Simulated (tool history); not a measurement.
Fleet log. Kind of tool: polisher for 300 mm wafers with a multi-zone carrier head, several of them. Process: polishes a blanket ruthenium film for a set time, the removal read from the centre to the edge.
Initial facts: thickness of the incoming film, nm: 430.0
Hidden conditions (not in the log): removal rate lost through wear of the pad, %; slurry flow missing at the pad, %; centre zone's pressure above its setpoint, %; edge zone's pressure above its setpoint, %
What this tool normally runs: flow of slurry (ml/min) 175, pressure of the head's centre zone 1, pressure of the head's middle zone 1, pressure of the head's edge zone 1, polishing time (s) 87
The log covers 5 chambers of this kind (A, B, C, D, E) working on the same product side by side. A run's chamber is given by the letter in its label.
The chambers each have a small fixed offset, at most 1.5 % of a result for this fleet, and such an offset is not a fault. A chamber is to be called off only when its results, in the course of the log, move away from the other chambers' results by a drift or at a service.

run   hour  flow of slurry (ml/min)  pressure of the head's centre zone  pressure of the head's middle zone  pressure of the head's edge zone  polishing time (s)  wafers polished on this pad  hours since the slurry nozzle was cleaned  hours since the centre zone pressure was calibrated  hours since the edge zone pressure was calibrated  film removed at the wafer's centre (Å)  film removed at mid-radius (Å)  film removed at the wafer's edge (Å)
       6.1  -- chamber E: worn pad replaced by a new one
 1A   14.8                      175                                   1                                   1                                 1                  87                          708                                        766                                                545.3                                              284.3                                  632.93                          630.78                                632.83
      15.8  -- chamber C: worn pad replaced by a new one
 2C   26.5                      175                                   1                                   1                                 1                  87                          134                                      400.1                                                467.4                                              234.7                                  644.48                          642.52                                627.65
      31.9  -- chamber E: slurry nozzle cleaned
 3B   39.7                      175                                   1                                   1                                 1                  87                          892                                      300.2                                                597.2                                              628.4                                  632.65                          642.36                                 630.1
      40.7  -- chamber A: slurry nozzle cleaned
        42  -- chamber B: worn pad replaced by a new one
      45.8  -- chamber C: centre zone pressure recalibrated
 4E   49.5                      175                                   1                                   1                                 1                  87                          544                                       17.6                                                279.6                                                532                                  628.69                          646.21                                631.43
      53.9  -- chamber D: worn pad replaced by a new one
 5D   57.6                      175                                   1                                   1                                 1                  87                           46                                      193.7                                                 59.5                                              919.5                                  631.42                           627.7                                623.15
 6B   68.3                      205                                   1                                   1                                 1                  87                          329                                      328.8                                                625.8                                                657                                  659.54                          656.41                                660.15
        73  -- chamber A: worn pad replaced by a new one
 7D   76.9                      205                                   1                                   1                                 1                  87                          288                                        213                                                 78.8                                              938.8                                  639.39                           636.8                                658.84
        81  -- chamber C: worn pad replaced by a new one
 8E     89                      205                                   1                                   1                                 1                  87                         1038                                       57.1                                                319.1                                              571.5                                  666.58                          659.61                                631.53
 9C   96.4                      205                                   1                                   1                                 1                  87                          193                                        470                                                 50.6                                              304.6                                  654.88                          645.41                                644.89
10A  103.6                      205                                   1                                   1                                 1                  87                          383                                         63                                                634.1                                              373.1                                  658.52                          657.49                                637.18
     103.8  -- chamber B: worn pad replaced by a new one
11C  110.6                      175                                   1                                   1                                 1                  87                          371                                      484.2                                                 64.8                                              318.8                                  629.21                          637.69                                 626.8
       112  -- chamber E: worn pad replaced by a new one
     112.5  -- chamber E: centre zone pressure recalibrated
12B  119.4                      175                                   1                                   1                               0.9                  87                          196                                      379.9                                                676.9                                              708.1                                  634.39                          640.43                                606.77
     119.7  -- chamber D: worn pad replaced by a new one
13E  131.5                      175                                   1                                   1                               0.9                  87                          244                                       99.6                                                   19                                                614                                   643.3                          650.92                                 603.8
14A  141.5                      175                                   1                                   1                               0.9                  87                          857                                      100.9                                                  672                                                411                                  632.34                          639.44                                591.89
15D  149.9                      175                                   1                                   1                               0.9                  87                          379                                        286                                                151.8                                             1011.8                                  612.71                          630.16                                598.67
     155.3  -- chamber C: worn pad replaced by a new one
16A  158.5                      175                                   1                                   1                               0.9                  87                         1070                                      117.9                                                  689                                                428                                  631.97                          627.53                                585.73
17B  165.2                      175                                   1                                   1                                 1                  87                          769                                      425.7                                                722.7                                              753.9                                   623.8                          636.75                                622.75
     168.9  -- chamber B: worn pad replaced by a new one
     177.2  -- chamber A: worn pad replaced by a new one
18D  177.4                      175                                   1                                   1                              1.11                  87                          723                                      313.5                                                179.3                                             1039.3                                  616.16                          624.48                                 660.4
19C  183.9                      175                                   1                                   1                              1.11                  87                          358                                      557.5                                                138.1                                              392.1                                  646.36                          636.44                                655.51
20E  192.5                      175                                   1                                   1                              1.11                  87                         1007                                      160.6                                                   80                                                675                                  639.07                          635.47                                670.11
     192.8  -- chamber D: worn pad replaced by a new one
21A  199.7                      175                                   1                                   1                              1.11                  87                          282                                      159.1                                                730.2                                              469.2                                  632.21                          629.06                                667.46
22B    213                      175                                   1                                   1                              1.11                  87                          553                                      473.5                                                770.5                                              801.7                                  638.56                          642.14                                 673.3
23E  221.6                      175                                   1                                   1                                 1                  87                         1372                                      189.7                                                109.1                                              704.1                                  647.52                          637.34                                616.39
       223  -- chamber E: worn pad replaced by a new one
     227.8  -- chamber C: worn pad replaced by a new one
24C  231.5                      175                                   1                                   1                                 1                  87                           46                                      605.1                                                185.7                                              439.7                                  631.32                          635.95                                634.16
     233.1  -- chamber B: worn pad replaced by a new one
25D    239                      175                                   1                                   1                                 1                  87                          578                                      375.1                                                240.9                                             1100.9                                  602.53                          612.03                                607.29
26B    251                      175                                   1                                   1                                 1                  87                          224                                      511.5                                                808.5                                              839.7                                  647.55                          634.72                                639.49
     254.5  -- chamber A: centre zone pressure recalibrated
27A  259.6                      175                                   1                                   1                                 1                  87                         1032                                        219                                                  5.1                                              529.1                                  639.77                          623.68                                629.81
     264.3  -- chamber D: worn pad replaced by a new one
       270  -- chamber C: edge zone pressure recalibrated
28E  271.9                      175                                   1                                   1                                 1                  87                          613                                        240                                                159.4                                              754.4                                  637.87                          648.62                                643.32
     281.4  -- chamber A: worn pad replaced by a new one
29D  285.8                      175                                   1                                   1                                 1                  87                          269                                      421.9                                                287.7                                             1147.7                                  589.32                          609.03                                609.76
     287.2  -- chamber C: slurry nozzle cleaned
30C  293.3                      175                                   1                                   1                                 1                  87                          820                                        6.2                                                247.5                                               23.4                                  627.97                           641.1                                636.85
31A  300.3                      175                                   1                                   1                                 1                  87                          237                                      259.7                                                 45.8                                              569.8                                  639.67                          621.57                                632.12
       301  -- chamber C: worn pad replaced by a new one
32C  308.2                      175                                0.92                                   1                                 1                  87                           90                                       21.1                                                262.4                                               38.3                                  574.14                          629.21                                623.15
     311.2  -- chamber E: slurry nozzle cleaned
     312.3  -- chamber B: worn pad replaced by a new one
     313.3  -- chamber B: centre zone pressure recalibrated
33E    320                      175                                0.92                                   1                                 1                  87                         1215                                        8.8                                                207.5                                              802.5                                  582.36                          626.37                                638.16
     327.7  -- chamber D: worn pad replaced by a new one
34B  332.8                      175                                0.92                                   1                                 1                  87                          257                                      593.3                                                 19.6                                              921.5                                  587.11                          643.75                                 619.1
35D  345.6                      175                                0.92                                   1                                 1                  87                          224                                      481.7                                                347.5                                             1207.5                                  533.05                          591.32                                599.07
36D  356.8                      175                                0.92                                   1                                 1                  87                          364                                      492.9                                                358.7                                             1218.7                                     524                          584.51                                593.51

Next, every chamber runs the same settings. What will each give?
37A  367.4                      175                                   1                                   1                                 1                  87                                                                                                                                                                                                                       ?                               ?                                     ?
37B  367.4                      175                                   1                                   1                                 1                  87                                                                                                                                                                                                                       ?                               ?                                     ?
37C  367.4                      175                                   1                                   1                                 1                  87                                                                                                                                                                                                                       ?                               ?                                     ?
37D  367.4                      175                                   1                                   1                                 1                  87                                                                                                                                                                                                                       ?                               ?                                     ?
37E  367.4                      175                                   1                                   1                                 1                  87                                                                                                                                                                                                                       ?                               ?                                     ?

run  film removed at the wafer's centre (Å)  film removed at mid-radius (Å)  film removed at the wafer's edge (Å)
37A                                  635.27                          625.28                                629.62
37B                                  639.62                          630.53                                656.19
37C                                  624.03                          636.36                                628.39
37D                                  572.93                          589.41                                610.28
37E                                  630.74                          644.16                                638.01
